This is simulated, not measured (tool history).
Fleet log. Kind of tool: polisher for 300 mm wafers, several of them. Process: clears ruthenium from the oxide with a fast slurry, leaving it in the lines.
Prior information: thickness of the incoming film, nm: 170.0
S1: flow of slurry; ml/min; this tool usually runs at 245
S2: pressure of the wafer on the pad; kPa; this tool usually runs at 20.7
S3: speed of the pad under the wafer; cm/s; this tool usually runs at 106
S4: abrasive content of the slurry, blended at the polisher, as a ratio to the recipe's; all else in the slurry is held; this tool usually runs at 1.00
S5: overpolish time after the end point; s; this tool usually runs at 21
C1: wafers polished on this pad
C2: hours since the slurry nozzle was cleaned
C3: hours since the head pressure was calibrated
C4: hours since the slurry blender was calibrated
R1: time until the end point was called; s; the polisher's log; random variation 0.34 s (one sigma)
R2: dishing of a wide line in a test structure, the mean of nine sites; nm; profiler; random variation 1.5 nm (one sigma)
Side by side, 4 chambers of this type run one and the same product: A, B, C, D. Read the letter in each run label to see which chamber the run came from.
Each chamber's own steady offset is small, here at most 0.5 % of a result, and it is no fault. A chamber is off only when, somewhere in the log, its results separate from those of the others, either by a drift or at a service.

run,hour,S1,S2,S3,S4,S5,C1,C2,C3,C4,R1,R2
1B,9.9,245,20.7,106,1.00,21,1158,487.4,261.9,102.7,34.968,77.233
# hour 16.6: chamber B: worn pad replaced by a new one
# hour 16.8: chamber A: worn pad replaced by a new one
2A,22.6,245,20.7,106,1.00,21,65,71.7,50.9,345.8,34.869,77.219
# hour 29.8: chamber C: slurry blender recalibrated
3C,31.9,245,20.7,106,1.00,21,1044,207.5,487.5,2.2,34.977,77.006
4D,46.4,245,20.7,106,1.00,21,920,311.1,508.8,315.9,34.572,76.716
# hour 47.8: chamber C: worn pad replaced by a new one
5D,53.0,245,20.7,106,1.00,21,994,317.7,515.4,322.5,34.783,76.811
# hour 62.5: chamber D: slurry blender recalibrated
6C,62.8,245,20.7,106,1.00,21,169,238.4,518.4,33.1,34.348,79.136
7A,70.0,245,20.7,106,1.00,21,598,119.1,98.3,393.2,34.779,78.015
8B,77.9,245,20.7,106,1.00,21,689,555.4,329.9,170.7,34.759,79.551
# hour 79.5: chamber B: slurry nozzle cleaned
9A,92.5,245,17.2,106,1.00,21,852,141.6,120.8,415.7,41.741,66.390
10C,100.1,245,17.2,106,1.00,21,589,275.7,555.7,70.4,40.603,67.883
11B,108.5,245,17.2,106,1.00,21,1034,29.1,360.5,201.3,42.164,65.368
# hour 117.0: chamber B: worn pad replaced by a new one
# hour 117.9: chamber A: worn pad replaced by a new one
12D,120.9,245,17.2,106,1.00,21,1758,385.6,583.3,58.5,41.542,64.867
13C,127.8,245,20.7,106,1.00,21,901,303.4,583.4,98.1,34.580,77.019
# hour 134.7: chamber C: worn pad replaced by a new one
# hour 138.7: chamber D: slurry nozzle cleaned
14D,141.2,245,20.7,106,1.00,21,1987,2.6,603.6,78.8,34.425,77.009
# hour 144.7: chamber A: slurry blender recalibrated
15B,151.1,245,20.7,106,1.00,21,384,71.7,403.1,243.9,35.011,78.230
16A,164.5,245,20.7,106,1.00,21,524,213.6,192.8,19.9,34.511,75.947
17B,172.6,245,20.7,106,1.00,21,626,93.2,424.6,265.4,34.421,76.904
# hour 175.7: chamber A: slurry nozzle cleaned
# hour 179.9: chamber C: slurry blender recalibrated
18A,180.0,245,20.7,106,1.00,21,699,4.3,208.3,35.4,34.751,80.971
19D,189.9,245,24.8,106,1.00,28,2535,51.3,652.3,127.5,29.726,110.580
20C,203.6,245,24.8,106,1.00,28,776,379.2,659.2,23.8,28.872,113.670
# hour 205.1: chamber B: worn pad replaced by a new one
21A,210.6,245,24.8,106,1.00,28,1043,34.9,238.9,66.0,29.177,114.000
# hour 211.8: chamber B: slurry blender recalibrated
# hour 216.9: chamber A: worn pad replaced by a new one
22D,220.6,245,24.8,106,1.00,28,2881,82.0,683.0,158.2,29.506,107.440
23B,229.6,245,20.7,106,1.00,21,276,150.2,481.6,17.8,34.985,78.337
24C,238.7,315,20.7,106,1.00,11,1171,414.3,694.3,58.9,33.469,46.292
# hour 241.7: chamber C: worn pad replaced by a new one
25A,253.5,315,20.7,106,1.00,11,412,77.8,281.8,108.9,33.662,45.510
26B,261.4,315,20.7,106,1.00,11,634,182.0,513.4,49.6,33.934,46.034
27D,268.7,315,20.7,106,1.00,11,3422,130.1,731.1,206.3,35.344,43.201
28C,282.1,245,20.7,106,1.00,21,455,457.7,737.7,102.3,34.695,75.523
# hour 293.4: chamber B: worn pad replaced by a new one
# hour 294.4: chamber C: slurry nozzle cleaned
29C,295.6,245,20.7,106,1.00,21,607,1.3,751.2,115.8,34.060,79.184
# hour 305.4: chamber A: worn pad replaced by a new one
30B,309.5,245,20.7,106,1.00,21,182,230.1,561.5,97.7,34.832,75.813
31D,318.1,245,20.7,106,1.00,21,3978,179.5,780.5,255.7,36.534,71.563
# hour 319.1: chamber B: head pressure recalibrated
# hour 323.5: chamber A: head pressure recalibrated
32A,331.2,245,20.7,106,1.00,21,291,155.5,7.8,186.6,34.313,75.463
33B,342.7,245,20.7,106,1.00,21,555,263.3,23.6,130.9,34.903,76.918
34A,356.9,245,20.7,106,1.00,21,580,181.2,33.5,212.3,34.564,76.334
35D,371.2,245,20.7,106,1.00,21,4575,232.6,833.6,308.8,37.802,68.860

All chambers now run identical settings, listed one chamber a line with results as question marks. What results will each chamber show?
36A,382.0,245,20.7,106,0.85,21,,,,,?,?
36B,382.0,245,20.7,106,0.85,21,,,,,?,?
36C,382.0,245,20.7,106,0.85,21,,,,,?,?
36D,382.0,245,20.7,106,0.85,21,,,,,?,?

run,R1,R2
36A,37.181,72.321
36B,37.288,73.371
36C,37.331,71.123
36D,41.272,64.930

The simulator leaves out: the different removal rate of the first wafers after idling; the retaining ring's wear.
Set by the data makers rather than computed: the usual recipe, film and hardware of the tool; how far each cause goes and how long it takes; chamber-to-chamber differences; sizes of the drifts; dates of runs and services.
